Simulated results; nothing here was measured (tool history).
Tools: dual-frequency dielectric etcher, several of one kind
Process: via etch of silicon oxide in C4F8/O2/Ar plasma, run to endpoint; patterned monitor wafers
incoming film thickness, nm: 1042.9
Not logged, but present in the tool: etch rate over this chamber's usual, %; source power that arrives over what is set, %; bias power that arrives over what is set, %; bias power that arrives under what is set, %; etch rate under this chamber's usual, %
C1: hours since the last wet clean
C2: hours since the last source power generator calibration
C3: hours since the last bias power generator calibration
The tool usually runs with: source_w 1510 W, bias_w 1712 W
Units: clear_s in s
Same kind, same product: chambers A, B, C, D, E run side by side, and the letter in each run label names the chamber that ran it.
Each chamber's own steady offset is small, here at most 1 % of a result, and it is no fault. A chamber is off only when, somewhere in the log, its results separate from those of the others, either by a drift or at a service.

Run 1D, hour 5.2: usual settings; C1 375.5; C2 1645.6; C3 114.8. Result: clear_s 240.45 s.
Run 2E, hour 8.3: usual settings; C1 264.9; C2 1158; C3 63.3. Result: clear_s 238.66 s.
Run 3C, hour 11.8: usual settings; C1 451; C2 1622; C3 1221.9. Result: clear_s 242.13 s.
Run 4B, hour 15.4: usual settings; C1 325.4; C2 1417.4; C3 1120. Result: clear_s 238.24 s.
Run 5A, hour 18.9: usual settings; C1 355.9; C2 359.1; C3 878.5. Result: clear_s 239.67 s.
Run 6D, hour 23: usual settings; C1 393.3; C2 1663.4; C3 132.6. Result: clear_s 240.13 s.
Run 7A, hour 27.4: usual settings; C1 364.4; C2 367.6; C3 887. Result: clear_s 241.23 s.
Run 8E, hour 33.3: usual settings but bias_w 1565 W; C1 289.9; C2 1183; C3 88.3. Result: clear_s 248.76 s.
Run 9C, hour 36.8: usual settings but bias_w 1565 W; C1 476; C2 1647; C3 1246.9. Result: clear_s 248.6 s.
Run 10B, hour 41.5: usual settings but bias_w 1565 W; C1 351.5; C2 1443.5; C3 1146.1. Result: clear_s 246.59 s.
Run 11A, hour 45.3: usual settings but bias_w 1565 W; C1 382.3; C2 385.5; C3 904.9. Result: clear_s 245.43 s.
Run 12B, hour 49.5: usual settings but bias_w 1565 W; C1 359.5; C2 1451.5; C3 1154.1. Result: clear_s 245.16 s.
Run 13D, hour 53.2: usual settings; C1 423.5; C2 1693.6; C3 162.8. Result: clear_s 242.04 s.
Run 14C, hour 58.6: usual settings; C1 497.8; C2 1668.8; C3 1268.7. Result: clear_s 239.01 s.
Run 15E, hour 63.6: usual settings; C1 320.2; C2 1213.3; C3 118.6. Result: clear_s 240.93 s.
Run 16A, hour 66.6: usual settings; C1 403.6; C2 406.8; C3 926.2. Result: clear_s 241.79 s.
Run 17B, hour 72.7: usual settings; C1 382.7; C2 1474.7; C3 1177.3. Result: clear_s 241.36 s.
At hour 75.9: chamber B: wet clean of the chamber.
At hour 77: chamber C: wet clean of the chamber.
Run 18C, hour 77.6: usual settings; C1 0.7; C2 1687.8; C3 1287.7. Result: clear_s 242.82 s.
Run 19D, hour 81.4: usual settings; C1 451.7; C2 1721.8; C3 191. Result: clear_s 240.53 s.
Run 20E, hour 87.5: usual settings; C1 344.1; C2 1237.2; C3 142.5. Result: clear_s 240.88 s.
Run 21B, hour 92.3: usual settings; C1 16.5; C2 1494.3; C3 1196.9. Result: clear_s 240.83 s.
Run 22D, hour 96: usual settings but source_w 1360 W, bias_w 1946 W; C1 466.3; C2 1736.4; C3 205.6. Result: clear_s 239.42 s.
Run 23A, hour 102.1: usual settings but source_w 1360 W, bias_w 1946 W; C1 439.1; C2 442.3; C3 961.7. Result: clear_s 240.37 s.
Run 24C, hour 106: usual settings but source_w 1360 W, bias_w 1946 W; C1 29.1; C2 1716.2; C3 1316.1. Result: clear_s 244.25 s.
Run 25E, hour 112.3: usual settings but source_w 1360 W, bias_w 1946 W; C1 368.9; C2 1262; C3 167.3. Result: clear_s 242.11 s.
Run 26B, hour 118.3: usual settings but source_w 1360 W, bias_w 1946 W; C1 42.5; C2 1520.3; C3 1222.9. Result: clear_s 239.17 s.
Run 27C, hour 124.4: usual settings; C1 47.5; C2 1734.6; C3 1334.5. Result: clear_s 239.23 s.
Run 28A, hour 128.5: usual settings; C1 465.5; C2 468.7; C3 988.1. Result: clear_s 240.28 s.
At hour 130.6: chamber D: wet clean of the chamber.
Run 29E, hour 133.9: usual settings; C1 390.5; C2 1283.6; C3 188.9. Result: clear_s 237.88 s.
Run 30D, hour 136.9: usual settings; C1 6.4; C2 1777.3; C3 246.5. Result: clear_s 242.44 s.
Run 31A, hour 140.6: usual settings but source_w 1280 W; C1 477.6; C2 480.8; C3 1000.2. Result: clear_s 259.41 s.
Run 32C, hour 144.8: usual settings but source_w 1280 W; C1 67.9; C2 1755; C3 1354.9. Result: clear_s 260.44 s.

Is one chamber off against the others, does the gauge drift, or is nothing wrong? If a chamber is off, say which, and what the likeliest cause is.

Neither any chamber nor the gauge drifts; the chambers differ only by their own small, steady offsets.

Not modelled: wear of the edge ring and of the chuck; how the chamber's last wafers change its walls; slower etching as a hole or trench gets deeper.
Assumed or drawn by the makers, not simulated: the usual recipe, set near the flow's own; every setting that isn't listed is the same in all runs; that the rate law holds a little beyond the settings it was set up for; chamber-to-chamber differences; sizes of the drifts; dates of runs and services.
